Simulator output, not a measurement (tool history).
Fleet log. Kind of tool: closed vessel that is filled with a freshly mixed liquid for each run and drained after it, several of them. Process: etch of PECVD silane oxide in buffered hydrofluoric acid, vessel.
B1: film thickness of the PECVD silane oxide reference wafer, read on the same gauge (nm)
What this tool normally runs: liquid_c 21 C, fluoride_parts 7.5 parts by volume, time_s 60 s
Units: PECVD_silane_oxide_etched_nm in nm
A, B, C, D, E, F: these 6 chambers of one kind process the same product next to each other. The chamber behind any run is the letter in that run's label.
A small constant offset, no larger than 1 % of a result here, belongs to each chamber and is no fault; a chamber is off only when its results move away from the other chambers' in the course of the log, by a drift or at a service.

{"hour": 9.2, "done": "chamber B: hydrofluoric acid flow meter replaced"}
{"run": "1D", "hour": 15.9, "liquid_c": 21, "fluoride_parts": 7.5, "time_s": 60, "B1": 69.991, "PECVD_silane_oxide_etched_nm": 245.65}
{"run": "2A", "hour": 31.8, "liquid_c": 21, "fluoride_parts": 7.5, "time_s": 60, "B1": 70.004, "PECVD_silane_oxide_etched_nm": 246.18}
{"run": "3F", "hour": 43.8, "liquid_c": 21, "fluoride_parts": 7.5, "time_s": 60, "B1": 70.0, "PECVD_silane_oxide_etched_nm": 245.09}
{"run": "4C", "hour": 53.7, "liquid_c": 21, "fluoride_parts": 7.5, "time_s": 60, "B1": 70.003, "PECVD_silane_oxide_etched_nm": 246.06}
{"run": "5B", "hour": 68.0, "liquid_c": 21, "fluoride_parts": 7.5, "time_s": 60, "B1": 70.025, "PECVD_silane_oxide_etched_nm": 246.75}
{"run": "6E", "hour": 82.8, "liquid_c": 21, "fluoride_parts": 7.5, "time_s": 60, "B1": 70.013, "PECVD_silane_oxide_etched_nm": 246.51}
{"run": "7C", "hour": 94.3, "liquid_c": 21, "fluoride_parts": 7.5, "time_s": 60, "B1": 70.019, "PECVD_silane_oxide_etched_nm": 244.62}
{"run": "8D", "hour": 108.9, "liquid_c": 21, "fluoride_parts": 7.5, "time_s": 60, "B1": 69.986, "PECVD_silane_oxide_etched_nm": 245.38}
{"run": "9E", "hour": 123.6, "liquid_c": 21, "fluoride_parts": 7.5, "time_s": 60, "B1": 69.99, "PECVD_silane_oxide_etched_nm": 244.64}
{"run": "10F", "hour": 131.0, "liquid_c": 19, "fluoride_parts": 7.5, "time_s": 60, "B1": 70.004, "PECVD_silane_oxide_etched_nm": 218.65}
{"run": "11A", "hour": 139.9, "liquid_c": 19, "fluoride_parts": 7.5, "time_s": 60, "B1": 69.979, "PECVD_silane_oxide_etched_nm": 218.86}
{"run": "12B", "hour": 150.8, "liquid_c": 19, "fluoride_parts": 7.5, "time_s": 60, "B1": 70.003, "PECVD_silane_oxide_etched_nm": 219.85}
{"run": "13B", "hour": 165.7, "liquid_c": 19, "fluoride_parts": 7.5, "time_s": 60, "B1": 70.005, "PECVD_silane_oxide_etched_nm": 220.18}
{"run": "14D", "hour": 176.8, "liquid_c": 19, "fluoride_parts": 7.5, "time_s": 60, "B1": 70.018, "PECVD_silane_oxide_etched_nm": 219.24}
{"run": "15C", "hour": 183.9, "liquid_c": 19, "fluoride_parts": 7.5, "time_s": 60, "B1": 70.026, "PECVD_silane_oxide_etched_nm": 220.26}
{"run": "16E", "hour": 192.9, "liquid_c": 21, "fluoride_parts": 7.5, "time_s": 60, "B1": 69.989, "PECVD_silane_oxide_etched_nm": 246.52}
{"run": "17F", "hour": 208.9, "liquid_c": 21, "fluoride_parts": 7.5, "time_s": 60, "B1": 69.982, "PECVD_silane_oxide_etched_nm": 244.13}
{"hour": 224.1, "done": "chamber F: hydrofluoric acid flow meter replaced"}
{"run": "18A", "hour": 224.5, "liquid_c": 24, "fluoride_parts": 7.5, "time_s": 60, "B1": 70.004, "PECVD_silane_oxide_etched_nm": 289.54}
{"hour": 230.8, "done": "chamber B: thermometer replaced"}
{"run": "19D", "hour": 236.0, "liquid_c": 24, "fluoride_parts": 7.5, "time_s": 60, "B1": 70.014, "PECVD_silane_oxide_etched_nm": 289.38}
{"run": "20B", "hour": 246.1, "liquid_c": 24, "fluoride_parts": 7.5, "time_s": 60, "B1": 69.995, "PECVD_silane_oxide_etched_nm": 289.66}
{"run": "21E", "hour": 261.4, "liquid_c": 24, "fluoride_parts": 7.5, "time_s": 60, "B1": 70.014, "PECVD_silane_oxide_etched_nm": 291.82}
{"run": "22F", "hour": 274.1, "liquid_c": 24, "fluoride_parts": 7.5, "time_s": 60, "B1": 69.977, "PECVD_silane_oxide_etched_nm": 288.31}
{"run": "23C", "hour": 282.5, "liquid_c": 24, "fluoride_parts": 7.5, "time_s": 60, "B1": 69.998, "PECVD_silane_oxide_etched_nm": 287.72}
{"run": "24A", "hour": 290.9, "liquid_c": 21, "fluoride_parts": 7.5, "time_s": 60, "B1": 69.978, "PECVD_silane_oxide_etched_nm": 246.3}
{"run": "25C", "hour": 303.1, "liquid_c": 21, "fluoride_parts": 7.5, "time_s": 60, "B1": 69.975, "PECVD_silane_oxide_etched_nm": 245.96}
{"hour": 305.1, "done": "chamber C: hydrofluoric acid flow meter replaced"}
{"run": "26E", "hour": 315.1, "liquid_c": 21, "fluoride_parts": 7.5, "time_s": 60, "B1": 70.001, "PECVD_silane_oxide_etched_nm": 246.93}
{"run": "27A", "hour": 330.7, "liquid_c": 21, "fluoride_parts": 7.5, "time_s": 60, "B1": 69.989, "PECVD_silane_oxide_etched_nm": 245.43}
{"hour": 333.1, "done": "chamber E: hydrofluoric acid flow meter replaced"}
{"run": "28D", "hour": 339.7, "liquid_c": 21, "fluoride_parts": 7.5, "time_s": 60, "B1": 70.014, "PECVD_silane_oxide_etched_nm": 244.3}
{"run": "29B", "hour": 351.8, "liquid_c": 21, "fluoride_parts": 7.5, "time_s": 60, "B1": 69.98, "PECVD_silane_oxide_etched_nm": 244.26}
{"run": "30F", "hour": 358.8, "liquid_c": 21, "fluoride_parts": 7.5, "time_s": 60, "B1": 70.021, "PECVD_silane_oxide_etched_nm": 245.7}
{"run": "31A", "hour": 367.7, "liquid_c": 21, "fluoride_parts": 7.5, "time_s": 60, "B1": 70.011, "PECVD_silane_oxide_etched_nm": 246.88}
{"run": "32E", "hour": 376.3, "liquid_c": 21, "fluoride_parts": 7.5, "time_s": 60, "B1": 70.038, "PECVD_silane_oxide_etched_nm": 246.44}
{"hour": 376.6, "done": "chamber A: hydrofluoric acid flow meter replaced"}
{"run": "33B", "hour": 389.1, "liquid_c": 21, "fluoride_parts": 7.5, "time_s": 60, "B1": 70.004, "PECVD_silane_oxide_etched_nm": 244.23}
{"hour": 398.1, "done": "chamber B: hydrofluoric acid flow meter replaced"}
{"run": "34F", "hour": 398.2, "liquid_c": 21, "fluoride_parts": 7.5, "time_s": 60, "B1": 70.001, "PECVD_silane_oxide_etched_nm": 245.32}
{"run": "35D", "hour": 410.2, "liquid_c": 21, "fluoride_parts": 7.5, "time_s": 60, "B1": 69.992, "PECVD_silane_oxide_etched_nm": 245.3}
{"run": "36C", "hour": 418.5, "liquid_c": 21, "fluoride_parts": 7.5, "time_s": 60, "B1": 70.018, "PECVD_silane_oxide_etched_nm": 244.82}
{"run": "37A", "hour": 429.0, "liquid_c": 21, "fluoride_parts": 7.5, "time_s": 60, "B1": 69.974, "PECVD_silane_oxide_etched_nm": 246.16}
{"run": "38E", "hour": 437.0, "liquid_c": 21, "fluoride_parts": 7.5, "time_s": 60, "B1": 69.981, "PECVD_silane_oxide_etched_nm": 247.81}
{"run": "39B", "hour": 446.7, "liquid_c": 21, "fluoride_parts": 7.5, "time_s": 60, "B1": 70.013, "PECVD_silane_oxide_etched_nm": 244.18}
{"run": "40C", "hour": 454.5, "liquid_c": 21, "fluoride_parts": 7.5, "time_s": 60, "B1": 69.991, "PECVD_silane_oxide_etched_nm": 244.97}

Read the log: is a single chamber off, either drifting away or since a service, is the gauge that measures every chamber drifting, or is nothing wrong beyond small per-chamber offsets? Name any odd chamber and what most likely caused it.

Beyond each chamber's small constant offset nothing stands out, and the gauge stays steady.
